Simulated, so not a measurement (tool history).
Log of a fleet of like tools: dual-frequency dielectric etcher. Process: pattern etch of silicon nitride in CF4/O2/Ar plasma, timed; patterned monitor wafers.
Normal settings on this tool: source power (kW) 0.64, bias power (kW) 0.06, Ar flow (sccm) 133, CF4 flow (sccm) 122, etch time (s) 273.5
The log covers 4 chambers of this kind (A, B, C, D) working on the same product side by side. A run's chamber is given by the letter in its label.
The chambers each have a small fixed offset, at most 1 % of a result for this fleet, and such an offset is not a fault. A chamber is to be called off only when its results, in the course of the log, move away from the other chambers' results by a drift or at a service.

run	hour	source power (kW)	bias power (kW)	Ar flow (sccm)	CF4 flow (sccm)	etch time (s)	hours since the last wet clean	hours since the last source power generator calibration	hours since the last bias power generator calibration	hours since the last Ar flow controller change	hours since the last CF4 flow controller change	read-back reference wafer on the same gauge, depth_nm	mean etch depth across the wafer (nm)
1A	10.1	0.64	0.06	133	122	273.5	252.5	1553.1	865.3	1363.3	4955.5	607.95	678.39
# hour 11.6: chamber B: bias power generator calibrated
2C	19.9	0.64	0.06	133	122	273.5	363.5	3195.4	3797.8	102.2	420.3	608.19	682.67
3B	29.4	0.64	0.06	133	122	273.5	348	3979.4	17.8	503.3	2497.4	607.33	680.13
4D	36.7	0.64	0.06	133	122	273.5	100	2621.3	452.7	702.8	456	607.56	681.56
5A	45.8	0.64	0.06	133	122	273.5	288.2	1588.8	901	1399	4991.2	607.63	676.03
6D	51.9	0.64	0.06	133	122	273.5	115.2	2636.5	467.9	718	471.2	608.33	680.29
7C	59.9	0.64	0.06	133	122	273.5	403.5	3235.4	3837.8	142.2	460.3	607.88	682.48
8B	65.5	0.64	0.06	133	122	273.5	384.1	4015.5	53.9	539.4	2533.5	608.02	683.17
9B	72.8	0.64	0.06	133	122	273.5	391.4	4022.8	61.2	546.7	2540.8	607.95	682.68
10C	83.2	0.64	0.06	133	122	273.5	426.8	3258.7	3861.1	165.5	483.6	609.04	677.38
11D	90.6	0.64	0.06	133	122	273.5	153.9	2675.2	506.6	756.7	509.9	608.75	676.43
# hour 96.2: chamber B: CF4 flow controller replaced
12A	98.5	0.64	0.06	133	122	273.5	340.9	1641.5	953.7	1451.7	5043.9	607.8	680.94
# hour 103.9: chamber C: wet clean of the chamber
13C	104.2	0.64	0.06	133	122	273.5	0.3	3279.7	3882.1	186.5	504.6	607.91	681.4
14A	114.9	0.64	0.06	133	122	273.5	357.3	1657.9	970.1	1468.1	5060.3	607.89	679.77
# hour 121.6: chamber B: wet clean of the chamber
15B	123.2	0.64	0.06	133	122	273.5	1.7	4073.2	111.6	597.1	27	608.99	679.65
16D	133.4	0.64	0.06	133	122	273.5	196.7	2718	549.4	799.5	552.7	607.82	675.39
17B	139.4	0.64	0.06	133	122	273.5	17.9	4089.4	127.8	613.3	43.2	608.24	683.79
18A	145.2	0.64	0.06	133	122	273.5	387.6	1688.2	1000.4	1498.4	5090.6	608.1	682.27
19C	155.1	0.64	0.06	133	122	273.5	51.2	3330.6	3933	237.4	555.5	607.67	683.91
20D	162.7	0.64	0.06	133	122	273.5	226	2747.3	578.7	828.8	582	608.22	680.66
21C	167.5	0.64	0.06	133	122	273.5	63.6	3343	3945.4	249.8	567.9	608.6	682.08
22B	174.5	0.64	0.06	133	122	273.5	53	4124.5	162.9	648.4	78.3	607.91	681.78
23D	185.4	0.64	0.06	133	122	273.5	248.7	2770	601.4	851.5	604.7	608	681.11
24A	193.4	0.64	0.06	133	122	273.5	435.8	1736.4	1048.6	1546.6	5138.8	607.73	677.25
25A	203.9	0.64	0.06	133	122	273.5	446.3	1746.9	1059.1	1557.1	5149.3	608	676.69
26B	213.2	0.64	0.06	133	122	273.5	91.7	4163.2	201.6	687.1	117	607.79	682.76
27D	223.4	0.64	0.06	133	122	273.5	286.7	2808	639.4	889.5	642.7	608.06	680.55
28C	230.4	0.64	0.06	133	122	273.5	126.5	3405.9	4008.3	312.7	630.8	607.73	677.41
29A	238.9	0.64	0.06	133	122	273.5	481.3	1781.9	1094.1	1592.1	5184.3	608.41	678.08
30B	246.4	0.64	0.06	133	122	273.5	124.9	4196.4	234.8	720.3	150.2	607.57	682.83
31C	256.4	0.64	0.06	133	122	273.5	152.5	3431.9	4034.3	338.7	656.8	607.41	684.96
32D	267.2	0.64	0.06	133	122	273.5	330.5	2851.8	683.2	933.3	686.5	607.32	678.59
33A	272.3	0.64	0.06	133	95	273.5	514.7	1815.3	1127.5	1625.5	5217.7	607.64	656.98
34C	279.9	0.64	0.06	133	95	273.5	176	3455.4	4057.8	362.2	680.3	608.28	660.3
# hour 283.2: chamber C: source power generator calibrated
35B	286.8	0.64	0.06	133	95	273.5	165.3	4236.8	275.2	760.7	190.6	607.95	658.7
36D	295.2	0.64	0.06	133	95	273.5	358.5	2879.8	711.2	961.3	714.5	608.22	652.64
# hour 303.2: chamber C: bias power generator calibrated
37B	304.5	0.64	0.06	133	122	273.5	183	4254.5	292.9	778.4	208.3	608.13	685.42
38A	311.7	0.64	0.06	133	122	273.5	554.1	1854.7	1166.9	1664.9	5257.1	607.42	675.87
# hour 312.7: chamber A: wet clean of the chamber
39C	318.8	0.7	0.06	133	142	273.5	214.9	35.7	15.7	401.1	719.2	607.54	749.4
40D	327.9	0.7	0.06	133	142	273.5	391.2	2912.5	743.9	994	747.2	608.12	743.1
41A	333.2	0.7	0.06	133	142	273.5	20.6	1876.2	1188.4	1686.4	5278.6	607.73	748.12

Read the log: is a single chamber off, either drifting away or since a service, is the gauge that measures every chamber drifting, or is nothing wrong beyond small per-chamber offsets? Name any odd chamber and what most likely caused it.

Beyond each chamber's small constant offset nothing stands out, and the gauge stays steady.
